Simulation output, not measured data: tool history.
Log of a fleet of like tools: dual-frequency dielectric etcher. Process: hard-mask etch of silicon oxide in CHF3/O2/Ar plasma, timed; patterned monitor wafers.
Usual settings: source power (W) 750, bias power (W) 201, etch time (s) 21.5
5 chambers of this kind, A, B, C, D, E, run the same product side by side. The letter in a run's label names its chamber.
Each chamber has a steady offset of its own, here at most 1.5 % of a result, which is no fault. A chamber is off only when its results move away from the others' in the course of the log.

run     day  source power (W)  bias power (W)  etch time (s)  read-back reference wafer on the same gauge, depth_nm  mean etch depth across the wafer (angstrom)
 1A   0.496               750             201           21.5                                                 42.005                                       478.99
 2D   0.975               750             201           21.5                                                 41.984                                       476.49
      1.112  -- chamber E: wet clean of the chamber
 3B   1.388               750             201           21.5                                                 41.986                                       474.67
 4E   1.712               750             201           21.5                                                 41.976                                       481.79
       2.25  -- chamber B: wet clean of the chamber
 5C     2.3               750             201           21.5                                                 41.966                                       481.97
 6A    2.85               750             201           21.5                                                 41.952                                       480.22
 7E   3.304               750             201           21.5                                                 41.962                                        480.8
 8C   3.829               630             201           21.5                                                 41.939                                       450.49
 9B   4.162               630             201           21.5                                                  41.93                                       443.26
10D   4.742               630             201           21.5                                                 41.917                                       444.78
11C   5.304               630             201           21.5                                                 41.919                                       451.51
12E   5.825               630             201           21.5                                                 41.909                                       448.86
      5.879  -- chamber C: wet clean of the chamber
13D   6.138               750             201           21.5                                                 41.903                                       475.01
14A   6.533               750             201           21.5                                                 41.898                                       479.56
15B   7.071               750             201           21.5                                                 41.893                                       473.69
16E   7.612               750             201           21.5                                                 41.891                                       479.98
17B   8.167               750             201           21.5                                                 41.872                                          474
      8.496  -- chamber B: bias power generator calibrated
18C   8.521               750             201           21.5                                                 41.867                                       481.48
19A   8.958               750             201           21.5                                                 41.878                                       478.56
20D   9.212               750             201           21.5                                                 41.858                                       473.47
21D   9.479               750             201           21.5                                                 41.856                                       475.13
22C   9.862               750             201           21.5                                                 41.849                                       481.77
23B  10.325               750             201           21.5                                                 41.863                                       473.42
     10.717  -- chamber D: wet clean of the chamber
24E  10.821               750             201           21.5                                                  41.84                                       479.49
25A  11.388               750             201           21.5                                                 41.817                                       478.49
       11.4  -- chamber B: source power generator calibrated
26A  11.838               750             201           21.5                                                 41.816                                       478.06
27E  12.133               750             201           21.5                                                   41.8                                       477.52
28C  12.396               750             201           21.5                                                 41.805                                       480.37
29D  12.721               750             201           21.5                                                 41.795                                       474.94
30B  13.054               750             181           21.5                                                 41.819                                       456.58
     13.329  -- chamber A: wet clean of the chamber
31B  13.596               750             181           21.5                                                 41.799                                       456.34
32E  14.067               750             181           21.5                                                 41.785                                       461.47
33C  14.358               750             181           21.5                                                  41.78                                       463.91
34A  14.871               750             181           21.5                                                 41.771                                       461.17

Is one chamber off against the others, does the gauge drift, or is nothing wrong? If a chamber is off, say which, and what the likeliest cause is.

The gauge drifts, so all chambers seem to drift together. No chamber is off.
Cause: gauge reads low (%) = 0.555.
